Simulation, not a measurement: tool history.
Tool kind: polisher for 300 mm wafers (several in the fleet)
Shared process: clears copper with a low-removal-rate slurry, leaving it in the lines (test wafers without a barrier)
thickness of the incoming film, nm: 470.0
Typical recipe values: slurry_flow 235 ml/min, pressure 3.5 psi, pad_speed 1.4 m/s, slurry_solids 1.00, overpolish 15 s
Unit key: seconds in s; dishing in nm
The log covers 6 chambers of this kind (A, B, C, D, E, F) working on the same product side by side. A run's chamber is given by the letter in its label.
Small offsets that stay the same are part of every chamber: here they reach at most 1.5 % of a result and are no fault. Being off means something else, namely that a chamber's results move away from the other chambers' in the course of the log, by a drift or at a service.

run	day	slurry_flow	pressure	pad_speed	slurry_solids	overpolish	wafers polished on this pad	hours since the slurry nozzle was cleaned	hours since the head pressure was calibrated	hours since the slurry blender was calibrated	seconds	dishing
1E	0.333	235	3.5	1.4	1.00	15	571	297.4	256.8	50.0	92.245	48.244
# day 0.579: chamber B: worn pad replaced by a new one
# day 0.833: chamber B: slurry nozzle cleaned
2B	0.867	235	3.5	1.4	1.00	15	37	0.9	230.1	306.8	89.217	47.738
3A	1.204	235	3.5	1.4	1.00	15	331	120.9	206.9	196.0	89.872	47.148
# day 1.288: chamber B: slurry blender recalibrated
# day 1.467: chamber D: worn pad replaced by a new one
4C	1.604	235	3.5	1.4	1.00	15	339	204.8	877.0	98.1	90.320	48.488
# day 1.742: chamber E: worn pad replaced by a new one
# day 1.867: chamber A: slurry blender recalibrated
# day 1.971: chamber D: slurry blender recalibrated
5F	2.142	235	3.5	1.4	1.00	15	668	321.4	277.5	122.0	91.111	48.347
6D	2.683	235	3.5	1.4	1.00	15	156	165.6	1124.7	17.1	92.872	47.624
# day 2.921: chamber E: slurry nozzle cleaned
7F	3.054	235	3.5	1.4	1.00	15	785	343.3	299.4	143.9	90.840	47.817
8D	3.388	235	3.5	1.4	1.00	15	246	182.5	1141.6	34.0	88.818	47.606
9A	3.629	235	3.5	1.4	1.00	15	642	179.1	265.1	42.4	94.183	47.374
# day 3.858: chamber F: worn pad replaced by a new one
# day 3.938: chamber A: worn pad replaced by a new one
10E	4.042	210	3.5	1.4	1.00	15	295	27.0	345.8	139.0	94.084	48.244
11C	4.500	210	3.5	1.4	1.00	15	711	274.3	946.5	167.6	94.877	48.238
12B	4.750	210	3.5	1.4	1.00	15	535	94.1	323.3	83.1	89.542	48.130
# day 5.183: chamber F: slurry blender recalibrated
# day 5.204: chamber D: worn pad replaced by a new one
13A	5.250	210	3.5	1.4	1.00	15	168	218.0	304.0	81.3	92.388	47.271
14C	5.683	210	3.5	1.4	1.00	15	862	302.7	974.9	196.0	93.188	47.398
# day 5.712: chamber C: head pressure recalibrated
15E	5.938	210	3.5	1.4	1.00	15	538	72.5	391.3	184.5	90.726	47.468
# day 6.404: chamber C: worn pad replaced by a new one
16D	6.442	235	3.5	1.4	1.00	15	159	255.8	1214.9	107.3	91.652	47.133
17F	6.838	235	3.5	1.4	1.00	15	382	434.1	390.2	39.7	90.208	48.052
18B	7.125	235	3.5	1.4	1.00	15	840	151.1	380.3	140.1	87.849	47.581
19E	7.438	235	3.5	1.4	1.00	15	731	108.5	427.3	220.5	87.036	48.713
# day 7.508: chamber D: slurry blender recalibrated
# day 7.662: chamber E: worn pad replaced by a new one
# day 7.667: chamber E: slurry blender recalibrated
20F	7.788	235	3.5	1.4	1.00	15	504	456.9	413.0	62.5	90.724	48.437
# day 7.875: chamber B: worn pad replaced by a new one
21C	8.021	235	3.5	1.4	1.00	15	207	358.8	55.4	252.1	88.349	47.696
22B	8.425	235	3.5	1.4	1.00	15	70	182.3	411.5	171.3	90.663	48.127
# day 8.658: chamber D: worn pad replaced by a new one
23A	8.875	290	3.5	1.4	1.00	21	633	305.0	391.0	168.3	95.500	59.396
# day 9.096: chamber A: worn pad replaced by a new one
24D	9.142	290	3.5	1.4	1.00	21	62	320.6	1279.7	39.3	87.987	61.219
25D	9.671	290	3.5	1.4	1.00	21	129	333.3	1292.4	52.0	88.399	61.093
26B	10.075	290	3.5	1.4	1.00	21	282	221.9	451.1	210.9	84.718	62.802
27A	10.471	290	3.5	1.4	1.00	21	176	343.3	429.3	206.6	93.721	59.426
# day 10.875: chamber F: worn pad replaced by a new one
28E	10.879	290	3.5	1.4	1.00	21	412	191.1	509.9	77.2	87.472	62.114
29F	11.229	235	3.5	1.4	1.15	15	45	539.5	495.6	145.1	88.194	49.198
# day 11.596: chamber C: slurry blender recalibrated
30C	11.729	235	3.5	1.4	1.15	15	683	447.8	144.4	3.3	89.677	49.132
31F	12.175	235	3.5	1.4	1.15	15	167	562.2	518.3	167.8	88.200	48.555
# day 12.475: chamber C: worn pad replaced by a new one
# day 12.562: chamber A: slurry blender recalibrated
# day 12.579: chamber D: worn pad replaced by a new one
32B	12.629	235	3.5	1.4	1.15	15	610	283.2	512.4	272.2	86.516	50.758
33E	13.150	235	3.5	1.4	1.15	15	704	245.6	564.4	131.7	89.899	49.623
34A	13.621	235	3.5	1.4	1.15	15	580	418.9	504.9	25.5	97.320	44.607
# day 13.742: chamber A: worn pad replaced by a new one
35D	13.900	235	4.4	1.0	1.00	15	169	434.8	1393.9	153.5	102.570	45.242
36C	14.279	235	4.4	1.0	1.00	15	231	509.0	205.6	64.5	102.910	45.405
37A	14.746	235	4.4	1.0	1.00	15	128	445.9	531.9	52.5	111.530	40.718

Each of the 6 chambers runs these same settings next. Fill in every chamber's results:
38A	15.129	235	3.5	1.4	1.00	6					?	?
38B	15.129	235	3.5	1.4	1.00	6					?	?
38C	15.129	235	3.5	1.4	1.00	6					?	?
38D	15.129	235	3.5	1.4	1.00	6					?	?
38E	15.129	235	3.5	1.4	1.00	6					?	?
38F	15.129	235	3.5	1.4	1.00	6					?	?

run	seconds	dishing
38A	99.144	20.247
38B	93.178	23.053
38C	89.853	22.284
38D	89.051	22.417
38E	93.802	22.508
38F	90.617	22.371

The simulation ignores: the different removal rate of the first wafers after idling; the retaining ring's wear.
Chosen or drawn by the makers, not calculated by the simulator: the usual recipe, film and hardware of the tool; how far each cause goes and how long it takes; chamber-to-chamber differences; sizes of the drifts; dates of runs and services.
